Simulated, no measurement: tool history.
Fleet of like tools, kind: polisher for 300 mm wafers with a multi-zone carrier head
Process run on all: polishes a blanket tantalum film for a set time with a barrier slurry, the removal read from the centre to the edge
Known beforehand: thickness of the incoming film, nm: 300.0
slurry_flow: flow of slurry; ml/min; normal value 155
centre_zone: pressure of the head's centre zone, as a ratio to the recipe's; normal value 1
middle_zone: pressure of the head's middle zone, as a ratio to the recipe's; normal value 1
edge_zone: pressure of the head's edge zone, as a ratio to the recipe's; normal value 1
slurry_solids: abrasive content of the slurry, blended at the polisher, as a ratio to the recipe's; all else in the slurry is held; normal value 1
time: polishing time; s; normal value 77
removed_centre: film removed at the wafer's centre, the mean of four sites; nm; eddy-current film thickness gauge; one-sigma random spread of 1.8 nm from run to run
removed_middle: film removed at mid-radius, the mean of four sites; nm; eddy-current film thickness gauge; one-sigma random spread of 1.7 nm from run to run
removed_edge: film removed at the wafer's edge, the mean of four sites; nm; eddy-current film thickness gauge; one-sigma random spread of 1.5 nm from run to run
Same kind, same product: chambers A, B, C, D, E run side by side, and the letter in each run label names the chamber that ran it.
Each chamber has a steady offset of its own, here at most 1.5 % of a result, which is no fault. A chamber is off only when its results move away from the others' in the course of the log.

{"run": "1B", "day": 0.225, "slurry_flow": 155, "centre_zone": 1, "middle_zone": 1, "edge_zone": 1, "slurry_solids": 1, "time": 77, "removed_centre": 122.99, "removed_middle": 120.67, "removed_edge": 124.86}
{"day": 0.238, "done": "chamber C: worn pad replaced by a new one"}
{"run": "2C", "day": 0.483, "slurry_flow": 155, "centre_zone": 1, "middle_zone": 1, "edge_zone": 1, "slurry_solids": 1, "time": 77, "removed_centre": 121.03, "removed_middle": 118.81, "removed_edge": 120.9}
{"run": "3A", "day": 0.65, "slurry_flow": 155, "centre_zone": 1, "middle_zone": 1, "edge_zone": 1, "slurry_solids": 1, "time": 77, "removed_centre": 117.73, "removed_middle": 120.29, "removed_edge": 121.19}
{"run": "4E", "day": 0.788, "slurry_flow": 155, "centre_zone": 1, "middle_zone": 1, "edge_zone": 1, "slurry_solids": 1, "time": 77, "removed_centre": 121.59, "removed_middle": 122.91, "removed_edge": 118.39}
{"day": 0.942, "done": "chamber B: worn pad replaced by a new one"}
{"run": "5D", "day": 0.942, "slurry_flow": 155, "centre_zone": 1, "middle_zone": 1, "edge_zone": 1, "slurry_solids": 1, "time": 77, "removed_centre": 120.51, "removed_middle": 121.96, "removed_edge": 122.14}
{"run": "6C", "day": 1.238, "slurry_flow": 155, "centre_zone": 1, "middle_zone": 1.07, "edge_zone": 1, "slurry_solids": 1, "time": 87, "removed_centre": 139.19, "removed_middle": 145.79, "removed_edge": 133.32}
{"day": 1.417, "done": "chamber A: worn pad replaced by a new one"}
{"run": "7B", "day": 1.475, "slurry_flow": 155, "centre_zone": 1, "middle_zone": 1.07, "edge_zone": 1, "slurry_solids": 1, "time": 87, "removed_centre": 137.14, "removed_middle": 145.1, "removed_edge": 140.61}
{"run": "8A", "day": 1.767, "slurry_flow": 155, "centre_zone": 1, "middle_zone": 1.07, "edge_zone": 1, "slurry_solids": 1, "time": 87, "removed_centre": 138.35, "removed_middle": 146.48, "removed_edge": 137.43}
{"run": "9E", "day": 2.017, "slurry_flow": 155, "centre_zone": 1, "middle_zone": 1.07, "edge_zone": 1, "slurry_solids": 1, "time": 87, "removed_centre": 137.75, "removed_middle": 146.23, "removed_edge": 136.86}
{"run": "10D", "day": 2.192, "slurry_flow": 155, "centre_zone": 1, "middle_zone": 1.07, "edge_zone": 1, "slurry_solids": 1, "time": 87, "removed_centre": 136.44, "removed_middle": 143.79, "removed_edge": 136.17}
{"run": "11B", "day": 2.483, "slurry_flow": 155, "centre_zone": 1, "middle_zone": 1, "edge_zone": 1, "slurry_solids": 1, "time": 77, "removed_centre": 120.35, "removed_middle": 121.29, "removed_edge": 123.75}
{"run": "12D", "day": 2.675, "slurry_flow": 155, "centre_zone": 1, "middle_zone": 1, "edge_zone": 1, "slurry_solids": 0.75, "time": 77, "removed_centre": 109.94, "removed_middle": 110.17, "removed_edge": 110.72}
{"day": 2.879, "done": "chamber E: worn pad replaced by a new one"}
{"run": "13C", "day": 2.883, "slurry_flow": 155, "centre_zone": 1, "middle_zone": 1, "edge_zone": 1, "slurry_solids": 0.75, "time": 77, "removed_centre": 111.69, "removed_middle": 110.51, "removed_edge": 109.85}
{"day": 3.029, "done": "chamber C: centre zone pressure recalibrated"}
{"run": "14A", "day": 3.158, "slurry_flow": 155, "centre_zone": 1, "middle_zone": 1, "edge_zone": 1, "slurry_solids": 0.75, "time": 77, "removed_centre": 107.3, "removed_middle": 109.78, "removed_edge": 110.29}
{"run": "15E", "day": 3.458, "slurry_flow": 155, "centre_zone": 1, "middle_zone": 1, "edge_zone": 1, "slurry_solids": 0.75, "time": 77, "removed_centre": 109.42, "removed_middle": 111.33, "removed_edge": 110.05}
{"day": 3.512, "done": "chamber B: worn pad replaced by a new one"}
{"run": "16C", "day": 3.75, "slurry_flow": 155, "centre_zone": 1, "middle_zone": 1, "edge_zone": 1, "slurry_solids": 0.75, "time": 77, "removed_centre": 113.88, "removed_middle": 111.11, "removed_edge": 109.52}
{"run": "17E", "day": 3.983, "slurry_flow": 155, "centre_zone": 1, "middle_zone": 1, "edge_zone": 1, "slurry_solids": 1, "time": 77, "removed_centre": 120.65, "removed_middle": 123.15, "removed_edge": 119.64}
{"run": "18A", "day": 4.221, "slurry_flow": 155, "centre_zone": 1, "middle_zone": 1, "edge_zone": 1, "slurry_solids": 1.1, "time": 77, "removed_centre": 122.38, "removed_middle": 121.6, "removed_edge": 123.06}
{"day": 4.412, "done": "chamber C: worn pad replaced by a new one"}
{"day": 4.446, "done": "chamber D: worn pad replaced by a new one"}
{"run": "19B", "day": 4.454, "slurry_flow": 155, "centre_zone": 1, "middle_zone": 1, "edge_zone": 1, "slurry_solids": 1.1, "time": 77, "removed_centre": 126.62, "removed_middle": 122.62, "removed_edge": 125.62}
{"day": 4.583, "done": "chamber D: centre zone pressure recalibrated"}
{"run": "20D", "day": 4.729, "slurry_flow": 155, "centre_zone": 1, "middle_zone": 1, "edge_zone": 1, "slurry_solids": 1.1, "time": 77, "removed_centre": 124.54, "removed_middle": 124.23, "removed_edge": 124.18}
{"run": "21E", "day": 4.917, "slurry_flow": 155, "centre_zone": 1, "middle_zone": 1, "edge_zone": 1, "slurry_solids": 1.1, "time": 77, "removed_centre": 122.83, "removed_middle": 127.21, "removed_edge": 124.72}
{"run": "22C", "day": 5.054, "slurry_flow": 155, "centre_zone": 1, "middle_zone": 1, "edge_zone": 1, "slurry_solids": 1.1, "time": 77, "removed_centre": 127.3, "removed_middle": 123.86, "removed_edge": 124.83}
{"day": 5.212, "done": "chamber A: centre zone pressure recalibrated"}
{"run": "23A", "day": 5.338, "slurry_flow": 155, "centre_zone": 1, "middle_zone": 1, "edge_zone": 1, "slurry_solids": 1, "time": 77, "removed_centre": 121.86, "removed_middle": 119.01, "removed_edge": 120.52}
{"run": "24D", "day": 5.504, "slurry_flow": 155, "centre_zone": 1, "middle_zone": 1, "edge_zone": 1, "slurry_solids": 1, "time": 77, "removed_centre": 120.2, "removed_middle": 119.74, "removed_edge": 119.57}
{"run": "25B", "day": 5.754, "slurry_flow": 155, "centre_zone": 1, "middle_zone": 1, "edge_zone": 1, "slurry_solids": 1, "time": 77, "removed_centre": 122.92, "removed_middle": 120.81, "removed_edge": 120.64}
{"day": 5.992, "done": "chamber A: worn pad replaced by a new one"}
{"run": "26A", "day": 6.017, "slurry_flow": 155, "centre_zone": 1, "middle_zone": 1, "edge_zone": 1, "slurry_solids": 1, "time": 77, "removed_centre": 125.4, "removed_middle": 121.27, "removed_edge": 121.55}
{"run": "27E", "day": 6.271, "slurry_flow": 155, "centre_zone": 1, "middle_zone": 1, "edge_zone": 1, "slurry_solids": 1, "time": 77, "removed_centre": 121.14, "removed_middle": 122.56, "removed_edge": 120.72}
{"day": 6.396, "done": "chamber B: worn pad replaced by a new one"}
{"run": "28D", "day": 6.583, "slurry_flow": 155, "centre_zone": 1, "middle_zone": 1, "edge_zone": 1, "slurry_solids": 1, "time": 77, "removed_centre": 124.12, "removed_middle": 119.67, "removed_edge": 121.39}
{"run": "29B", "day": 6.788, "slurry_flow": 155, "centre_zone": 1, "middle_zone": 1, "edge_zone": 1, "slurry_solids": 1, "time": 77, "removed_centre": 120.14, "removed_middle": 119.57, "removed_edge": 122.28}
{"run": "30C", "day": 6.938, "slurry_flow": 155, "centre_zone": 1, "middle_zone": 1, "edge_zone": 1, "slurry_solids": 1, "time": 77, "removed_centre": 120.24, "removed_middle": 120.17, "removed_edge": 117.77}
{"day": 7.058, "done": "chamber E: worn pad replaced by a new one"}
{"run": "31E", "day": 7.121, "slurry_flow": 155, "centre_zone": 1, "middle_zone": 1, "edge_zone": 1, "slurry_solids": 1, "time": 77, "removed_centre": 122.24, "removed_middle": 118.62, "removed_edge": 120.61}
{"run": "32D", "day": 7.271, "slurry_flow": 155, "centre_zone": 1, "middle_zone": 1.05, "edge_zone": 1, "slurry_solids": 1, "time": 61, "removed_centre": 96.671, "removed_middle": 100.45, "removed_edge": 95.936}
{"run": "33C", "day": 7.475, "slurry_flow": 155, "centre_zone": 1, "middle_zone": 1.05, "edge_zone": 1, "slurry_solids": 1, "time": 61, "removed_centre": 98.931, "removed_middle": 96.927, "removed_edge": 95.862}
{"run": "34B", "day": 7.625, "slurry_flow": 155, "centre_zone": 1, "middle_zone": 1.05, "edge_zone": 1, "slurry_solids": 1, "time": 61, "removed_centre": 99.188, "removed_middle": 101.49, "removed_edge": 96.89}

Read the log: is a single chamber off, either drifting away or since a service, is the gauge that measures every chamber drifting, or is nothing wrong beyond small per-chamber offsets? Name any odd chamber and what most likely caused it.

Nothing is wrong: each chamber keeps only its own small, steady offset and the gauge holds still.
